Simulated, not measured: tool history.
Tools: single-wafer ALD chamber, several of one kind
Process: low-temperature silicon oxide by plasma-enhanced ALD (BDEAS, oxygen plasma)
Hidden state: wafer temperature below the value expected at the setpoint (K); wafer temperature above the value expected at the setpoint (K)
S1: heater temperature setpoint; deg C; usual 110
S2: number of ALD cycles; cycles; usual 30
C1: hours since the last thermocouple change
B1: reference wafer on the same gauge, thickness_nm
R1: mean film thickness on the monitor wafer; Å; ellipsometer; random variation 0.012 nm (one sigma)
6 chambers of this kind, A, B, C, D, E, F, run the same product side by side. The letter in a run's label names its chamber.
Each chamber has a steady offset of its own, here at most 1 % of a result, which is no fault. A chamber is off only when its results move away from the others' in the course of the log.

Run 1D, day 0.167: usual settings; C1 2730.4; B1 4.289. Result: R1 42.367 Å.
Run 2B, day 0.354: usual settings; C1 689; B1 4.2909. Result: R1 41.789 Å.
Run 3A, day 0.512: usual settings; C1 658.2; B1 4.2904. Result: R1 42.127 Å.
Run 4C, day 0.7: usual settings; C1 1424.9; B1 4.2931. Result: R1 41.997 Å.
Run 5E, day 0.896: usual settings; C1 1088.3; B1 4.2867. Result: R1 41.736 Å.
Run 6F, day 1.012: usual settings; C1 232; B1 4.2867. Result: R1 42.136 Å.
Run 7D, day 1.125: usual settings but S1 116 deg C, S2 33 cycles; C1 2753.4; B1 4.2904. Result: R1 46.321 Å.
Run 8C, day 1.217: usual settings but S1 116 deg C, S2 33 cycles; C1 1437.3; B1 4.2915. Result: R1 45.647 Å.
Run 9A, day 1.358: usual settings but S1 116 deg C, S2 33 cycles; C1 678.5; B1 4.2884. Result: R1 45.598 Å.
Run 10E, day 1.488: usual settings but S1 116 deg C, S2 33 cycles; C1 1102.5; B1 4.2879. Result: R1 45.499 Å.
Run 11B, day 1.579: usual settings but S1 116 deg C, S2 33 cycles; C1 718.4; B1 4.2884. Result: R1 45.613 Å.
Run 12F, day 1.675: usual settings but S1 116 deg C, S2 33 cycles; C1 247.9; B1 4.2904. Result: R1 46.073 Å.
Run 13E, day 1.829: usual settings; C1 1110.7; B1 4.2894. Result: R1 42.05 Å.
Run 14B, day 1.988: usual settings; C1 728.2; B1 4.2906. Result: R1 41.963 Å.
Run 15C, day 2.125: usual settings but S1 103 deg C, S2 27 cycles; C1 1459.1; B1 4.2906. Result: R1 38.317 Å.
Run 16D, day 2.267: usual settings but S1 103 deg C, S2 27 cycles; C1 2780.8; B1 4.2882. Result: R1 38.67 Å.
Run 17F, day 2.375: usual settings but S1 103 deg C, S2 27 cycles; C1 264.7; B1 4.2897. Result: R1 38.35 Å.
Run 18A, day 2.525: usual settings but S1 103 deg C, S2 27 cycles; C1 706.5; B1 4.2907. Result: R1 38.218 Å.
Run 19A, day 2.704: usual settings but S1 103 deg C, S2 27 cycles; C1 710.8; B1 4.2899. Result: R1 38.321 Å.
Run 20F, day 2.871: usual settings but S1 103 deg C, S2 27 cycles; C1 276.6; B1 4.2909. Result: R1 38.295 Å.
Run 21E, day 2.992: usual settings; C1 1138.6; B1 4.2892. Result: R1 41.958 Å.
Run 22B, day 3.129: usual settings; C1 755.6; B1 4.289. Result: R1 41.776 Å.
Run 23D, day 3.308: usual settings; C1 2805.8; B1 4.2891. Result: R1 42.488 Å.
Run 24C, day 3.479: usual settings; C1 1491.6; B1 4.2916. Result: R1 42.09 Å.
Run 25D, day 3.6: usual settings; C1 2812.8; B1 4.2922. Result: R1 42.392 Å.
Run 26E, day 3.725: usual settings; C1 1156.2; B1 4.2902. Result: R1 41.829 Å.
At day 3.771: chamber D: thermocouple changed; heater temperature recalibrated.
Run 27F, day 3.854: usual settings; C1 300.2; B1 4.2907. Result: R1 42.135 Å.
Run 28B, day 4.046: usual settings; C1 777.6; B1 4.2865. Result: R1 41.826 Å.
Run 29A, day 4.15: usual settings but S1 122 deg C; C1 745.5; B1 4.2881. Result: R1 41.111 Å.
Run 30C, day 4.338: usual settings but S1 122 deg C; C1 1512.2; B1 4.2877. Result: R1 41.162 Å.
Run 31E, day 4.483: usual settings but S1 122 deg C; C1 1174.4; B1 4.2905. Result: R1 40.979 Å.
Run 32C, day 4.621: usual settings but S1 122 deg C; C1 1519; B1 4.2916. Result: R1 41.191 Å.
Run 33D, day 4.708: usual settings but S1 122 deg C; C1 22.5; B1 4.2919. Result: R1 41.689 Å.
Run 34A, day 4.833: usual settings but S1 122 deg C; C1 761.9; B1 4.2893. Result: R1 40.928 Å.
Run 35F, day 4.962: usual settings; C1 326.8; B1 4.2907. Result: R1 41.982 Å.
Run 36B, day 5.079: usual settings but S2 27 cycles; C1 802.4; B1 4.2905. Result: R1 37.845 Å.
Run 37E, day 5.212: usual settings but S2 27 cycles; C1 1191.9; B1 4.287. Result: R1 37.833 Å.
Run 38A, day 5.375: usual settings but S2 27 cycles; C1 774.9; B1 4.2899. Result: R1 37.79 Å.
Run 39F, day 5.542: usual settings but S2 27 cycles; C1 340.7; B1 4.2876. Result: R1 37.806 Å.
Run 40D, day 5.7: usual settings but S2 27 cycles; C1 46.3; B1 4.2898. Result: R1 38.073 Å.
Run 41C, day 5.871: usual settings but S2 27 cycles; C1 1549; B1 4.2902. Result: R1 37.612 Å.
Run 42B, day 6.021: usual settings; C1 825; B1 4.2883. Result: R1 41.793 Å.
Run 43F, day 6.217: usual settings; C1 356.9; B1 4.2922. Result: R1 42.006 Å.
Run 44E, day 6.321: usual settings but S1 118 deg C; C1 1218.5; B1 4.2893. Result: R1 41.351 Å.

What goes on in this fleet: one chamber off, a drifting gauge, or nothing beyond the chambers' own small offsets? Name the chamber and the cause, if any.

No chamber stands off beyond its own small offset, and the gauge holds steady.
